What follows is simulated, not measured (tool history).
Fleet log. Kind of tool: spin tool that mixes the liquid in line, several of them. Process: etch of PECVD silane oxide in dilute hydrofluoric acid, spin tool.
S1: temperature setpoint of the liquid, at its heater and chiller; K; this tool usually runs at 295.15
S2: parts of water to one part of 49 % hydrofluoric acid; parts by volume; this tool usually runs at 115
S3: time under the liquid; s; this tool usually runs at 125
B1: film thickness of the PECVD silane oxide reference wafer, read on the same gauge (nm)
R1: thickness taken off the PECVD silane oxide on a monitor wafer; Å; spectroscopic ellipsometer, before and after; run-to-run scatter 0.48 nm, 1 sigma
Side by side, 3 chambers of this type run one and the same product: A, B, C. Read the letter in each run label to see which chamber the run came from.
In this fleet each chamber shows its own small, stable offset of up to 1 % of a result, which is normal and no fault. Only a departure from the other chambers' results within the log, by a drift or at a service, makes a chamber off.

run 1A hour=10.1 | S1=295.15 S2=115 S3=125 | B1=40.014 | R1=502.95
run 2B hour=21 | S1=295.15 S2=115 S3=125 | B1=39.99 | R1=498.83
run 3C hour=30.4 | S1=295.15 S2=115 S3=125 | B1=40.013 | R1=491.57
run 4C hour=38.5 | S1=295.15 S2=115 S3=125 | B1=39.996 | R1=490.87
run 5A hour=50.4 | S1=295.15 S2=115 S3=125 | B1=40.001 | R1=502.71
-- hour=53.6 chamber A: hydrofluoric acid flow meter replaced
run 6B hour=61.1 | S1=295.15 S2=115 S3=125 | B1=40.01 | R1=494.71
run 7A hour=70.5 | S1=295.15 S2=115 S3=125 | B1=40.003 | R1=489.37
run 8C hour=82.2 | S1=295.15 S2=115 S3=125 | B1=39.983 | R1=504.7
run 9B hour=92.7 | S1=295.15 S2=115 S3=125 | B1=40.009 | R1=487.84
run 10B hour=104 | S1=295.15 S2=75 S3=125 | B1=40.029 | R1=791.86
run 11A hour=114.6 | S1=295.15 S2=75 S3=125 | B1=40 | R1=791.92
run 12C hour=123.2 | S1=295.15 S2=75 S3=125 | B1=40.018 | R1=806.9
run 13C hour=135.5 | S1=295.15 S2=115 S3=125 | B1=40.008 | R1=516.4
run 14B hour=145.2 | S1=291.15 S2=115 S3=175 | B1=40.016 | R1=574.36
run 15A hour=158.1 | S1=291.15 S2=115 S3=175 | B1=40.013 | R1=595.05
run 16B hour=168 | S1=291.15 S2=115 S3=175 | B1=40.01 | R1=583.61
-- hour=171.1 chamber B: thermometer replaced
run 17A hour=179.1 | S1=295.15 S2=115 S3=125 | B1=39.988 | R1=493.72
run 18C hour=186.9 | S1=295.15 S2=115 S3=125 | B1=39.998 | R1=523.59
run 19B hour=196.4 | S1=295.15 S2=115 S3=125 | B1=39.998 | R1=486.28
run 20C hour=209 | S1=295.15 S2=165 S3=125 | B1=40.008 | R1=347.19
run 21A hour=220 | S1=295.15 S2=165 S3=125 | B1=39.985 | R1=330.53
run 22C hour=232.4 | S1=295.15 S2=165 S3=125 | B1=39.992 | R1=349.48
run 23B hour=243.4 | S1=295.15 S2=115 S3=180 | B1=39.999 | R1=705.82
run 24A hour=255.4 | S1=295.15 S2=115 S3=180 | B1=40.021 | R1=719.8
run 25A hour=261.3 | S1=295.15 S2=115 S3=180 | B1=40 | R1=716.3
run 26B hour=270.4 | S1=295.15 S2=115 S3=125 | B1=40.018 | R1=486.99
run 27C hour=282.3 | S1=295.15 S2=115 S3=125 | B1=39.999 | R1=531.76
run 28C hour=290.9 | S1=295.15 S2=115 S3=125 | B1=39.986 | R1=548.47
run 29A hour=298.1 | S1=295.15 S2=115 S3=125 | B1=39.996 | R1=495.06
-- hour=301.8 chamber C: thermometer replaced
run 30B hour=304.9 | S1=295.15 S2=115 S3=125 | B1=40.032 | R1=489.74
run 31A hour=316.2 | S1=295.15 S2=115 S3=125 | B1=40.024 | R1=499.21
run 32C hour=324.2 | S1=295.15 S2=115 S3=125 | B1=40.006 | R1=536.04
run 33B hour=335.3 | S1=295.15 S2=115 S3=125 | B1=40.002 | R1=490.88

Read the log: is a single chamber off, either drifting away or since a service, is the gauge that measures every chamber drifting, or is nothing wrong beyond small per-chamber offsets? Name any odd chamber and what most likely caused it.

One chamber, C, drifts off from the rest bit by bit.
Most likely cause: hydrofluoric acid flow above the setpoint (%) = 10.

Below are 4 candidate recipes for chamber C's next run, each the usual settings with a change, their results shown as question marks. Which of them brings C's results back in line with what the other chambers give on the usual settings?
To be in line, a result may differ from the other chambers' mean on the usual settings by at most: R1 17 Å
run 34C-1 hour=344.5 | S1=295.15 S2=115 S3=140 | R1=?
run 34C-2 hour=344.5 | S1=292.65 S2=115 S3=125 | R1=?
run 34C-3 hour=344.5 | S1=295.15 S2=115 S3=100 | R1=?
run 34C-4 hour=344.5 | S1=295.65 S2=95 S3=125 | R1=?

Usual-settings mean across the other chambers: R1 492.17 Å
run=34C-1 R1=618.42
run=34C-2 R1=497.95
run=34C-3 R1=441.73
run=34C-4 R1=696.25
The right change is 34C-2: it brings the chamber back within the allowed miss of the others.

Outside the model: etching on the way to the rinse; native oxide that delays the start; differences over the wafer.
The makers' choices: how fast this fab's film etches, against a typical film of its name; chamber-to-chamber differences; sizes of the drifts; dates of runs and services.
